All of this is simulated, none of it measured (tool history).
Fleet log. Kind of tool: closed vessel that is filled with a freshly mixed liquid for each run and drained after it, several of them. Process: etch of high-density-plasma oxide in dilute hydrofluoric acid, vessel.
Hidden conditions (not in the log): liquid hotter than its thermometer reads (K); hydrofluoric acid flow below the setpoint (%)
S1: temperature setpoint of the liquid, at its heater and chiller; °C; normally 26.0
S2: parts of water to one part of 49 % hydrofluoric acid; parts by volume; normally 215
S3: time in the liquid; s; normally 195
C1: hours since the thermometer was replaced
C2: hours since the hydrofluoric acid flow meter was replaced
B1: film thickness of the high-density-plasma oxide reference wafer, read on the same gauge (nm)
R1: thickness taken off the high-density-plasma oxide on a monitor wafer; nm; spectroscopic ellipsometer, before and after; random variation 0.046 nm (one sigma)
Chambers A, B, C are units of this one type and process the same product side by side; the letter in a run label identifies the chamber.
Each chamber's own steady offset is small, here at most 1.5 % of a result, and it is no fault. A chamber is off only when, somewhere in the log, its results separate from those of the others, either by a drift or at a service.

run 1B hour=9.9 | S1=26.0 S2=215 S3=195 | C1=1906.1 C2=604.6 | B1=40.020 | R1=4.9408
run 2A hour=20.3 | S1=26.0 S2=215 S3=195 | C1=165.5 C2=403.9 | B1=39.964 | R1=4.9312
-- hour=22.6 chamber B: thermometer replaced
run 3C hour=26.8 | S1=26.0 S2=215 S3=195 | C1=166.2 C2=245.1 | B1=39.998 | R1=4.9486
run 4C hour=32.6 | S1=26.0 S2=215 S3=195 | C1=172.0 C2=250.9 | B1=39.978 | R1=4.9965
run 5B hour=39.5 | S1=26.0 S2=215 S3=195 | C1=17.0 C2=634.2 | B1=40.005 | R1=4.9320
run 6A hour=48.0 | S1=26.0 S2=215 S3=195 | C1=193.2 C2=431.6 | B1=40.001 | R1=4.8617
run 7C hour=55.4 | S1=26.0 S2=215 S3=195 | C1=194.8 C2=273.7 | B1=39.984 | R1=5.0079
run 8B hour=64.9 | S1=23.0 S2=215 S3=195 | C1=42.4 C2=659.6 | B1=39.990 | R1=4.2887
run 9A hour=71.4 | S1=23.0 S2=215 S3=195 | C1=216.6 C2=455.0 | B1=39.993 | R1=4.3360
run 10A hour=77.7 | S1=23.0 S2=215 S3=195 | C1=222.9 C2=461.3 | B1=39.977 | R1=4.2881
run 11C hour=83.7 | S1=22.0 S2=215 S3=195 | C1=223.1 C2=302.0 | B1=40.017 | R1=4.2626
run 12B hour=88.5 | S1=22.0 S2=215 S3=195 | C1=66.0 C2=683.2 | B1=39.992 | R1=4.1203
-- hour=92.0 chamber A: hydrofluoric acid flow meter replaced
run 13B hour=96.7 | S1=22.0 S2=215 S3=195 | C1=74.2 C2=691.4 | B1=39.957 | R1=4.1213
run 14C hour=102.6 | S1=26.0 S2=215 S3=195 | C1=242.0 C2=320.9 | B1=40.007 | R1=4.9324
run 15A hour=110.6 | S1=26.0 S2=215 S3=195 | C1=255.8 C2=18.6 | B1=40.005 | R1=4.9238
run 16B hour=121.3 | S1=26.0 S2=215 S3=195 | C1=98.8 C2=716.0 | B1=40.010 | R1=4.5385
run 17A hour=129.4 | S1=26.0 S2=215 S3=195 | C1=274.6 C2=37.4 | B1=40.035 | R1=4.9174
run 18C hour=139.9 | S1=26.0 S2=215 S3=195 | C1=279.3 C2=358.2 | B1=39.981 | R1=4.9573
run 19C hour=147.1 | S1=26.0 S2=215 S3=195 | C1=286.5 C2=365.4 | B1=40.008 | R1=4.9349
run 20A hour=153.7 | S1=22.5 S2=135 S3=195 | C1=298.9 C2=61.7 | B1=39.976 | R1=7.2986
run 21B hour=159.7 | S1=22.5 S2=135 S3=195 | C1=137.2 C2=754.4 | B1=39.974 | R1=6.8298
run 22C hour=168.3 | S1=22.5 S2=135 S3=195 | C1=307.7 C2=386.6 | B1=40.037 | R1=7.5512
run 23B hour=176.1 | S1=26.0 S2=215 S3=195 | C1=153.6 C2=770.8 | B1=39.988 | R1=4.4928
run 24A hour=180.9 | S1=26.0 S2=215 S3=195 | C1=326.1 C2=88.9 | B1=40.020 | R1=5.0324

What goes on in this fleet: one chamber off, a drifting gauge, or nothing beyond the chambers' own small offsets? Name the chamber and the cause, if any.

One chamber, B, drifts off from the rest bit by bit.
Likeliest cause: hydrofluoric acid flow below the setpoint (%) = 8.07.
The log might look much the same if the cause were instead: liquid colder than its thermometer reads (K).

Which of the 4 candidates below, each the usual settings with something changed and its results left as question marks, puts chamber B back in line with what the other chambers give on the usual settings?
In-line tolerance around the mean of the other chambers on the usual settings: R1 0.1600 nm
run 25B-1 hour=188.7 | S1=26.0 S2=225 S3=185 | R1=?
run 25B-2 hour=188.7 | S1=26.0 S2=215 S3=200 | R1=?
run 25B-3 hour=188.7 | S1=26.0 S2=215 S3=190 | R1=?
run 25B-4 hour=188.7 | S1=26.0 S2=205 S3=205 | R1=?

On the usual settings, the other chambers give on average: R1 4.9265 nm
run=25B-1 R1=3.9517
run=25B-2 R1=4.5198
run=25B-3 R1=4.2939
run=25B-4 R1=4.9122
It is 25B-4 that realigns the chamber with its peers.

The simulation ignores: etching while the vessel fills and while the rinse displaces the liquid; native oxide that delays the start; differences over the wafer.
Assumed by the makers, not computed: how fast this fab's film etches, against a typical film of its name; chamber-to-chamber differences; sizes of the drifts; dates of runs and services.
